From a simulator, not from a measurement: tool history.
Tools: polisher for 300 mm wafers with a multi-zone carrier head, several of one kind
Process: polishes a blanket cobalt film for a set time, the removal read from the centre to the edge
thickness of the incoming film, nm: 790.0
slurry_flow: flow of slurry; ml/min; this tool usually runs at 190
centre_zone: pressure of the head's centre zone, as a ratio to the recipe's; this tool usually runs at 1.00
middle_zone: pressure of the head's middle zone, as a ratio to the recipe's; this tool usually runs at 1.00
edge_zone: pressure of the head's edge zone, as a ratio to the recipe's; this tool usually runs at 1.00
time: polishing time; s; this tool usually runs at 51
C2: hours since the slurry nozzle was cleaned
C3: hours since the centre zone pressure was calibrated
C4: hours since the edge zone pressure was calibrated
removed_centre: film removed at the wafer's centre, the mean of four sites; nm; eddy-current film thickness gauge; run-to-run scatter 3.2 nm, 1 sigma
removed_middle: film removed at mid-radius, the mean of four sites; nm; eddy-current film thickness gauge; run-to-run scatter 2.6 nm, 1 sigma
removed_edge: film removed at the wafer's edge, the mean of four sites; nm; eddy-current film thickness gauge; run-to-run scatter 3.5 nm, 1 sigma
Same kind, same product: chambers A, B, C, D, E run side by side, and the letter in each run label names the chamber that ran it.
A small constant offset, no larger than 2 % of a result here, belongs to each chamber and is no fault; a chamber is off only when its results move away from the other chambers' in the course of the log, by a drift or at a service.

Run 1E, hour 6.9: usual settings; wafers polished on this pad 770; C2 309.6; C3 316.1; C4 183.1. Result: removed_centre 328.29 nm, removed_middle 327.48 nm, removed_edge 334.08 nm.
Run 2B, hour 21.1: usual settings; wafers polished on this pad 680; C2 242.3; C3 525.4; C4 828.4. Result: removed_centre 338.17 nm, removed_middle 333.16 nm, removed_edge 332.75 nm.
At hour 31.5: chamber C: worn pad replaced by a new one.
Run 3D, hour 35.0: usual settings; wafers polished on this pad 852; C2 98.1; C3 545.2; C4 106.7. Result: removed_centre 335.84 nm, removed_middle 340.74 nm, removed_edge 330.67 nm.
At hour 35.3: chamber D: worn pad replaced by a new one.
At hour 37.0: chamber E: slurry nozzle cleaned.
Run 4C, hour 45.0: usual settings; wafers polished on this pad 164; C2 162.5; C3 114.6; C4 239.5. Result: removed_centre 332.41 nm, removed_middle 333.44 nm, removed_edge 339.38 nm.
At hour 47.7: chamber B: slurry nozzle cleaned.
Run 5A, hour 56.9: usual settings; wafers polished on this pad 753; C2 449.4; C3 951.6; C4 82.1. Result: removed_centre 326.91 nm, removed_middle 338.08 nm, removed_edge 326.24 nm.
At hour 58.5: chamber E: worn pad replaced by a new one.
Run 6E, hour 63.8: usual settings; wafers polished on this pad 65; C2 26.8; C3 373.0; C4 240.0. Result: removed_centre 335.46 nm, removed_middle 335.40 nm, removed_edge 332.21 nm.
At hour 68.1: chamber A: worn pad replaced by a new one.
At hour 73.3: chamber B: edge zone pressure recalibrated.
Run 7C, hour 73.9: usual settings but slurry_flow 225 ml/min, middle_zone 1.09; wafers polished on this pad 517; C2 191.4; C3 143.5; C4 268.4. Result: removed_centre 351.13 nm, removed_middle 374.23 nm, removed_edge 347.01 nm.
At hour 80.5: chamber B: worn pad replaced by a new one.
Run 8A, hour 89.0: usual settings but slurry_flow 225 ml/min, middle_zone 1.09; wafers polished on this pad 256; C2 481.5; C3 983.7; C4 114.2. Result: removed_centre 340.43 nm, removed_middle 376.17 nm, removed_edge 337.40 nm.
Run 9B, hour 99.5: usual settings but slurry_flow 225 ml/min, middle_zone 1.09; wafers polished on this pad 232; C2 51.9; C3 603.8; C4 26.3. Result: removed_centre 350.30 nm, removed_middle 366.38 nm, removed_edge 353.51 nm.
At hour 112.2: chamber C: worn pad replaced by a new one.
Run 10D, hour 113.1: usual settings but slurry_flow 225 ml/min, middle_zone 1.09; wafers polished on this pad 950; C2 176.2; C3 623.3; C4 184.8. Result: removed_centre 338.76 nm, removed_middle 375.06 nm, removed_edge 335.01 nm.
At hour 124.5: chamber D: worn pad replaced by a new one.
Run 11C, hour 125.0: usual settings but slurry_flow 225 ml/min, middle_zone 1.09; wafers polished on this pad 156; C2 242.5; C3 194.6; C4 319.5. Result: removed_centre 344.04 nm, removed_middle 372.39 nm, removed_edge 341.07 nm.
Run 12B, hour 134.4: usual settings; wafers polished on this pad 658; C2 86.8; C3 638.7; C4 61.2. Result: removed_centre 331.18 nm, removed_middle 337.71 nm, removed_edge 343.74 nm.
At hour 144.0: chamber D: centre zone pressure recalibrated.
Run 13E, hour 146.3: usual settings; wafers polished on this pad 1071; C2 109.3; C3 455.5; C4 322.5. Result: removed_centre 333.49 nm, removed_middle 331.11 nm, removed_edge 337.04 nm.
At hour 150.3: chamber E: centre zone pressure recalibrated.
At hour 154.9: chamber A: worn pad replaced by a new one.
Run 14A, hour 160.8: usual settings; wafers polished on this pad 72; C2 553.3; C3 1055.5; C4 186.0. Result: removed_centre 334.27 nm, removed_middle 340.71 nm, removed_edge 331.07 nm.
At hour 167.7: chamber B: centre zone pressure recalibrated.
At hour 169.4: chamber E: worn pad replaced by a new one.
Run 15D, hour 172.0: usual settings; wafers polished on this pad 580; C2 235.1; C3 28.1; C4 243.7. Result: removed_centre 368.04 nm, removed_middle 337.20 nm, removed_edge 331.80 nm.
At hour 178.4: chamber C: worn pad replaced by a new one.
Run 16E, hour 179.5: usual settings; wafers polished on this pad 123; C2 142.5; C3 29.2; C4 355.7. Result: removed_centre 332.77 nm, removed_middle 329.40 nm, removed_edge 333.46 nm.
At hour 188.6: chamber B: worn pad replaced by a new one.
Run 17C, hour 194.4: usual settings but centre_zone 1.10, time 35 s; wafers polished on this pad 196; C2 311.9; C3 264.0; C4 388.9. Result: removed_centre 251.84 nm, removed_middle 229.40 nm, removed_edge 231.44 nm.
At hour 197.3: chamber D: worn pad replaced by a new one.
At hour 206.8: chamber C: edge zone pressure recalibrated.
Run 18A, hour 209.2: usual settings but centre_zone 1.10, time 35 s; wafers polished on this pad 663; C2 601.7; C3 1103.9; C4 234.4. Result: removed_centre 247.81 nm, removed_middle 234.57 nm, removed_edge 222.39 nm.
Run 19D, hour 219.6: usual settings but centre_zone 1.10, time 35 s; wafers polished on this pad 272; C2 282.7; C3 75.7; C4 291.3. Result: removed_centre 276.00 nm, removed_middle 231.58 nm, removed_edge 230.63 nm.
At hour 224.5: chamber A: worn pad replaced by a new one.
Run 20B, hour 231.5: usual settings but centre_zone 1.10, time 35 s; wafers polished on this pad 524; C2 183.9; C3 63.9; C4 158.3. Result: removed_centre 256.14 nm, removed_middle 230.55 nm, removed_edge 230.89 nm.
Run 21B, hour 241.6: usual settings but centre_zone 1.10, time 35 s; wafers polished on this pad 647; C2 194.0; C3 74.0; C4 168.4. Result: removed_centre 259.30 nm, removed_middle 228.38 nm, removed_edge 230.70 nm.
Run 22D, hour 249.4: usual settings; wafers polished on this pad 636; C2 312.5; C3 105.5; C4 321.1. Result: removed_centre 365.78 nm, removed_middle 339.77 nm, removed_edge 334.66 nm.
Run 23C, hour 259.6: usual settings; wafers polished on this pad 991; C2 377.1; C3 329.2; C4 52.9. Result: removed_centre 334.37 nm, removed_middle 335.37 nm, removed_edge 343.67 nm.
At hour 260.2: chamber C: worn pad replaced by a new one.
Run 24A, hour 269.0: usual settings; wafers polished on this pad 543; C2 661.5; C3 1163.7; C4 294.2. Result: removed_centre 328.64 nm, removed_middle 335.12 nm, removed_edge 330.46 nm.
At hour 269.4: chamber E: worn pad replaced by a new one.
At hour 275.9: chamber D: worn pad replaced by a new one.
Run 25E, hour 276.1: usual settings; wafers polished on this pad 82; C2 239.1; C3 125.8; C4 452.3. Result: removed_centre 336.15 nm, removed_middle 331.07 nm, removed_edge 336.22 nm.
Run 26A, hour 284.5: usual settings; wafers polished on this pad 732; C2 677.0; C3 1179.2; C4 309.7. Result: removed_centre 327.19 nm, removed_middle 335.47 nm, removed_edge 329.54 nm.
At hour 284.9: chamber A: slurry nozzle cleaned.
At hour 290.8: chamber A: worn pad replaced by a new one.
Run 27C, hour 297.1: usual settings but centre_zone 0.92, edge_zone 0.92; wafers polished on this pad 450; C2 414.6; C3 366.7; C4 90.4. Result: removed_centre 306.84 nm, removed_middle 337.82 nm, removed_edge 322.72 nm.
At hour 300.4: chamber B: worn pad replaced by a new one.
At hour 301.7: chamber D: slurry nozzle cleaned.
Run 28D, hour 304.7: usual settings but centre_zone 0.92, edge_zone 0.92; wafers polished on this pad 352; C2 3.0; C3 160.8; C4 376.4. Result: removed_centre 335.69 nm, removed_middle 339.22 nm, removed_edge 323.33 nm.
Run 29E, hour 316.6: usual settings but centre_zone 0.92, edge_zone 0.92; wafers polished on this pad 577; C2 279.6; C3 166.3; C4 492.8. Result: removed_centre 302.86 nm, removed_middle 331.69 nm, removed_edge 320.24 nm.
At hour 328.3: chamber C: worn pad replaced by a new one.
Run 30B, hour 332.1: usual settings but centre_zone 0.92, edge_zone 0.92; wafers polished on this pad 387; C2 284.5; C3 164.5; C4 258.9. Result: removed_centre 304.69 nm, removed_middle 339.36 nm, removed_edge 328.60 nm.
At hour 335.6: chamber D: edge zone pressure recalibrated.
At hour 338.7: chamber E: slurry nozzle cleaned.
Run 31D, hour 339.1: usual settings but centre_zone 0.92, edge_zone 0.92; wafers polished on this pad 772; C2 37.4; C3 195.2; C4 3.5. Result: removed_centre 334.55 nm, removed_middle 338.61 nm, removed_edge 316.58 nm.
Run 32C, hour 350.6: usual settings; wafers polished on this pad 272; C2 468.1; C3 420.2; C4 143.9. Result: removed_centre 335.39 nm, removed_middle 334.84 nm, removed_edge 336.32 nm.
Run 33A, hour 361.2: usual settings; wafers polished on this pad 859; C2 76.3; C3 1255.9; C4 386.4. Result: removed_centre 325.88 nm, removed_middle 331.38 nm, removed_edge 335.62 nm.
At hour 373.3: chamber B: slurry nozzle cleaned.
Run 34B, hour 373.7: usual settings; wafers polished on this pad 895; C2 0.5; C3 206.1; C4 300.5. Result: removed_centre 332.43 nm, removed_middle 332.16 nm, removed_edge 336.18 nm.
Run 35E, hour 388.0: usual settings; wafers polished on this pad 1448; C2 49.3; C3 237.7; C4 564.2. Result: removed_centre 327.73 nm, removed_middle 335.82 nm, removed_edge 333.65 nm.

All chambers now run identical settings, listed one chamber a line with results as question marks. What results will each chamber show?
Run 36A, hour 399.0: usual settings but edge_zone 0.96. Result: removed_centre ?, removed_middle ?, removed_edge ?.
Run 36B, hour 399.0: usual settings but edge_zone 0.96. Result: removed_centre ?, removed_middle ?, removed_edge ?.
Run 36C, hour 399.0: usual settings but edge_zone 0.96. Result: removed_centre ?, removed_middle ?, removed_edge ?.
Run 36D, hour 399.0: usual settings but edge_zone 0.96. Result: removed_centre ?, removed_middle ?, removed_edge ?.
Run 36E, hour 399.0: usual settings but edge_zone 0.96. Result: removed_centre ?, removed_middle ?, removed_edge ?.

run  removed_centre  removed_middle  removed_edge
36A          328.14          334.82        321.19
36B          334.05          339.15        324.27
36C          336.48          340.13        336.31
36D          375.18          339.72        325.93
36E          324.67          331.92        326.25

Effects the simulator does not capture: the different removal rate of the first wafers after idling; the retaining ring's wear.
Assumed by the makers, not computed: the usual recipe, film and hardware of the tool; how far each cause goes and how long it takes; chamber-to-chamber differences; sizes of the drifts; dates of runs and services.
